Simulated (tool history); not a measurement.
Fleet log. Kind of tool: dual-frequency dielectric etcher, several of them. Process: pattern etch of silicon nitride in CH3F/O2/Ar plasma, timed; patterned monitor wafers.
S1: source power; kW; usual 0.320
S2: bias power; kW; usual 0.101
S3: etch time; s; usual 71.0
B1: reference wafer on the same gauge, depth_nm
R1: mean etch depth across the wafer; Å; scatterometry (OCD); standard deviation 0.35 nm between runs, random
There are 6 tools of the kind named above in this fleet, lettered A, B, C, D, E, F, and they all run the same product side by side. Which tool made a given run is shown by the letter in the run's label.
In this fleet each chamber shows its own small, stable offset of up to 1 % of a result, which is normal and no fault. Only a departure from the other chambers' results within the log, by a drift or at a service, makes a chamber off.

run    day     S1     S2    S3      B1      R1
 1A  0.262  0.320  0.101  71.0  57.023  515.98
 2F  0.521  0.320  0.101  71.0  57.004  517.34
 3E  0.650  0.320  0.101  71.0  57.043  514.31
 4C  0.883  0.320  0.101  71.0  57.016  517.70
 5D  1.088  0.320  0.101  71.0  56.991  518.44
 6B  1.229  0.320  0.101  71.0  56.993  509.95
 7F  1.450  0.320  0.101  83.5  57.169  601.14
 8E  1.688  0.320  0.101  83.5  56.997  608.31
 9B  1.908  0.320  0.101  83.5  57.070  599.10
10D  2.033  0.320  0.101  83.5  57.008  603.22
11C  2.196  0.320  0.101  83.5  56.901  607.12
12A  2.458  0.320  0.101  83.5  57.024  599.80
13D  2.717  0.320  0.101  71.0  57.001  514.33
14E  2.975  0.320  0.101  71.0  56.982  517.34
15C  3.179  0.320  0.101  71.0  57.079  511.74
16B  3.371  0.320  0.101  71.0  56.952  512.77
17F  3.579  0.290  0.122  71.0  56.940  532.21
18A  3.725  0.290  0.122  71.0  57.004  526.58
19E  3.950  0.290  0.122  71.0  56.967  536.61
20D  4.117  0.290  0.122  71.0  57.001  536.40
21F  4.375  0.290  0.122  71.0  56.859  526.99
22B  4.588  0.290  0.122  71.0  57.027  537.55
     4.721  -- chamber D: wet clean of the chamber
23A  4.729  0.320  0.101  71.0  56.965  513.07
     4.738  -- chamber F: bias power generator calibrated
24C  4.871  0.370  0.085  71.0  56.969  506.78
25E  5.000  0.370  0.085  71.0  56.980  517.57
26D  5.121  0.370  0.085  71.0  56.916  516.89
27B  5.308  0.370  0.085  71.0  57.008  508.68
28F  5.542  0.370  0.085  71.0  56.906  506.60
29C  5.808  0.370  0.085  71.0  57.082  516.08
30A  6.050  0.320  0.101  71.0  56.998  513.35
31C  6.212  0.320  0.101  71.0  57.043  520.83
32A  6.425  0.320  0.101  71.0  57.036  507.81
33E  6.612  0.320  0.101  71.0  56.967  522.26
34B  6.758  0.320  0.083  71.0  56.971  478.20
35F  6.908  0.320  0.083  71.0  56.925  479.55
36D  7.100  0.320  0.083  71.0  56.990  476.72
37B  7.246  0.320  0.083  71.0  57.001  483.09

Each of the 6 chambers runs these same settings next. Fill in every chamber's results:
38A  7.442  0.320  0.101  90.0       ?
38B  7.442  0.320  0.101  90.0       ?
38C  7.442  0.320  0.101  90.0       ?
38D  7.442  0.320  0.101  90.0       ?
38E  7.442  0.320  0.101  90.0       ?
38F  7.442  0.320  0.101  90.0       ?

run      R1
38A  642.83
38B  647.01
38C  656.05
38D  661.64
38E  660.17
38F  657.82

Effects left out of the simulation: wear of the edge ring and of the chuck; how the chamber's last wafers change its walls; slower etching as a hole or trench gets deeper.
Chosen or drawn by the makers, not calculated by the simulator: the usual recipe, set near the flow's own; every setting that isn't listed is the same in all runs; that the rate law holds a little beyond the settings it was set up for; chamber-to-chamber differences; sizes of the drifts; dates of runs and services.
